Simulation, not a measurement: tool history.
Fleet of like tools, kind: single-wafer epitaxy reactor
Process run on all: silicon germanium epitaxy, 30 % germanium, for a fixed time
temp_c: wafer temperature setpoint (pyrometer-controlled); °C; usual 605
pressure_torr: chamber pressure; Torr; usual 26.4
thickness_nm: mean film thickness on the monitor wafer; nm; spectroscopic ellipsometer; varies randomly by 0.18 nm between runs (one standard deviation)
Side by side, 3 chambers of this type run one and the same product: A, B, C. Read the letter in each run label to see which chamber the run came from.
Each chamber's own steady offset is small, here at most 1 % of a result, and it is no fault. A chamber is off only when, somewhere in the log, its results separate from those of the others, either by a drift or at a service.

run,day,temp_c,pressure_torr,hours since the last pyrometer calibration,hours since the last manometer calibration,"read-back reference wafer on the same gauge, thickness_nm",thickness_nm
1C,0.121,605,26.4,1376.5,835.8,73.578,71.868
2B,0.350,605,26.4,920.7,168.3,73.601,72.104
3A,0.525,605,26.4,558.6,1540.8,73.643,71.840
4B,0.642,605,26.4,927.7,175.3,73.583,72.352
5C,0.858,605,26.4,1394.2,853.5,73.630,71.897
6A,0.967,605,26.4,569.2,1551.4,73.613,71.736
7B,1.083,605,26.4,938.3,185.9,73.567,72.213
8A,1.288,605,26.4,576.9,1559.1,73.582,71.926
9C,1.475,605,26.4,1409.0,868.3,73.630,72.527
10A,1.638,605,22.8,585.3,1567.5,73.563,67.525
11B,1.829,605,22.8,956.2,203.8,73.587,68.167
12C,1.971,605,22.8,1420.9,880.2,73.589,68.429
13C,2.204,605,26.4,1426.5,885.8,73.593,72.809
14B,2.342,605,26.4,968.5,216.1,73.602,72.397
15A,2.454,605,26.4,604.9,1587.1,73.628,71.861
16B,2.692,605,26.4,976.9,224.5,73.544,72.468
17A,2.842,605,26.4,614.2,1596.4,73.591,71.724
18C,3.021,605,26.4,1446.1,905.4,73.573,73.185
19B,3.158,605,26.4,988.1,235.7,73.597,72.463
# day 3.325: chamber A: capacitance manometer re-zeroed and calibrated
20C,3.333,605,26.4,1453.6,912.9,73.595,72.968
21A,3.496,605,26.4,629.9,4.1,73.548,71.537
22C,3.629,605,26.4,1460.7,920.0,73.638,73.528
23B,3.746,605,26.4,1002.2,249.8,73.592,72.276
24A,3.950,605,26.4,640.8,15.0,73.597,71.818
25C,4.075,605,26.4,1471.4,930.7,73.592,73.569
26A,4.304,605,26.4,649.3,23.5,73.622,71.803
27B,4.458,605,31.0,1019.3,266.9,73.590,77.047
28C,4.617,605,31.0,1484.4,943.7,73.613,78.630
29B,4.792,605,31.0,1027.3,274.9,73.588,76.947
30A,4.946,598,23.2,664.7,38.9,73.597,59.879
31A,5.058,598,23.2,667.4,41.6,73.608,60.202
32B,5.200,598,23.2,1037.1,284.7,73.604,60.175
33C,5.321,605,26.4,1501.3,960.6,73.573,74.304

For the next run the whole fleet of 3 chambers uses the same settings. Give each chamber's results:
34A,5.492,605,31.2,,,,?
34B,5.492,605,31.2,,,,?
34C,5.492,605,31.2,,,,?

run,thickness_nm
34A,76.829
34B,77.209
34C,79.650
